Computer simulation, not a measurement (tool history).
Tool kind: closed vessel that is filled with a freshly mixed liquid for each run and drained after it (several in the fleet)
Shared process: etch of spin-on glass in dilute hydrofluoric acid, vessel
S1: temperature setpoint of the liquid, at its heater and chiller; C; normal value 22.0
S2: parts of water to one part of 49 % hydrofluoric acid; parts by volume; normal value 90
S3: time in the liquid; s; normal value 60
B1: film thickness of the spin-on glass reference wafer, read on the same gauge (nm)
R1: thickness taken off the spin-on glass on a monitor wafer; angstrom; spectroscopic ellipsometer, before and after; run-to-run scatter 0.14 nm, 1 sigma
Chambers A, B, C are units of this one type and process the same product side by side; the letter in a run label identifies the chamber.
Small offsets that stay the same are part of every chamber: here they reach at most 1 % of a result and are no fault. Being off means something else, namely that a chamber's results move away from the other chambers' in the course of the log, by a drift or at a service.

Run 1C, hour 3.9: usual settings; B1 39.989. Result: R1 231.07 angstrom.
Run 2A, hour 7.4: usual settings; B1 39.985. Result: R1 233.74 angstrom.
Run 3B, hour 12.4: usual settings; B1 39.987. Result: R1 233.06 angstrom.
Run 4C, hour 17.1: usual settings; B1 40.012. Result: R1 233.01 angstrom.
Run 5A, hour 23.1: usual settings; B1 40.002. Result: R1 233.55 angstrom.
Run 6B, hour 26.9: usual settings; B1 40.024. Result: R1 231.53 angstrom.
Run 7A, hour 31.5: usual settings but S3 75 s; B1 40.013. Result: R1 288.46 angstrom.
Run 8B, hour 38.7: usual settings but S3 75 s; B1 40.011. Result: R1 293.19 angstrom.
Run 9C, hour 43.3: usual settings but S3 75 s; B1 39.986. Result: R1 285.55 angstrom.
Run 10C, hour 47.2: usual settings but S1 18.5 C; B1 40.021. Result: R1 198.52 angstrom.
Run 11B, hour 50.9: usual settings but S1 18.5 C; B1 40.013. Result: R1 203.57 angstrom.
Run 12A, hour 57.6: usual settings but S1 18.5 C; B1 40.012. Result: R1 200.35 angstrom.
Run 13C, hour 64.1: usual settings; B1 40.012. Result: R1 232.52 angstrom.
Run 14A, hour 70.1: usual settings but S1 23.5 C; B1 40.018. Result: R1 244.22 angstrom.
Run 15B, hour 74.2: usual settings but S1 23.5 C; B1 40.004. Result: R1 246.37 angstrom.
Run 16B, hour 81.3: usual settings but S1 23.5 C; B1 40.017. Result: R1 248.83 angstrom.
Run 17C, hour 86.1: usual settings; B1 40.031. Result: R1 230.27 angstrom.
Run 18A, hour 93.7: usual settings; B1 39.986. Result: R1 230.52 angstrom.
Run 19C, hour 97.6: usual settings; B1 40.021. Result: R1 232.17 angstrom.
Run 20A, hour 101.4: usual settings; B1 39.980. Result: R1 229.86 angstrom.
Run 21B, hour 107.3: usual settings; B1 39.972. Result: R1 228.33 angstrom.
Run 22A, hour 113.9: usual settings; B1 40.011. Result: R1 230.94 angstrom.
Run 23C, hour 120.6: usual settings; B1 40.002. Result: R1 231.61 angstrom.
Run 24B, hour 128.1: usual settings; B1 39.993. Result: R1 227.13 angstrom.
Run 25B, hour 134.9: usual settings; B1 40.010. Result: R1 226.09 angstrom.
Run 26C, hour 140.8: usual settings; B1 40.005. Result: R1 230.44 angstrom.
Run 27A, hour 148.1: usual settings; B1 39.969. Result: R1 230.98 angstrom.
Run 28B, hour 152.9: usual settings; B1 39.987. Result: R1 223.12 angstrom.
Run 29C, hour 157.4: usual settings; B1 39.977. Result: R1 229.21 angstrom.
Run 30A, hour 161.8: usual settings; B1 40.004. Result: R1 229.07 angstrom.
Run 31A, hour 169.2: usual settings; B1 39.966. Result: R1 230.42 angstrom.
Run 32B, hour 173.5: usual settings; B1 39.962. Result: R1 219.19 angstrom.
Run 33C, hour 177.4: usual settings; B1 39.988. Result: R1 227.95 angstrom.

Is one chamber off against the others, does the gauge drift, or is nothing wrong? If a chamber is off, say which, and what the likeliest cause is.

Chamber B drifts away from the others.
What lies behind it: liquid colder than its thermometer reads (K) = 1.46.
With only this log, it may be confused with: hydrofluoric acid flow below the setpoint (%).

Chamber B could run next with any of the 4 candidate recipes listed below; each alters the usual settings, and their results appear as question marks. Which one brings its results back in line with what the other chambers deliver on the usual settings?
In line here means within this much of the mean the other chambers give on the usual settings: R1 4.80 angstrom
Run 34B-1, hour 182.8: usual settings but S1 22.5 C, S2 85 parts by volume. Result: R1 ?.
Run 34B-2, hour 182.8: usual settings but S1 20.0 C. Result: R1 ?.
Run 34B-3, hour 182.8: usual settings but S1 23.0 C. Result: R1 ?.
Run 34B-4, hour 182.8: usual settings but S1 21.0 C. Result: R1 ?.

Usual-settings mean across the other chambers: R1 230.63 angstrom
  run      R1
34B-1  239.37
34B-2  202.43
34B-3  229.25
34B-4  211.14
It is 34B-3 that realigns the chamber with its peers.

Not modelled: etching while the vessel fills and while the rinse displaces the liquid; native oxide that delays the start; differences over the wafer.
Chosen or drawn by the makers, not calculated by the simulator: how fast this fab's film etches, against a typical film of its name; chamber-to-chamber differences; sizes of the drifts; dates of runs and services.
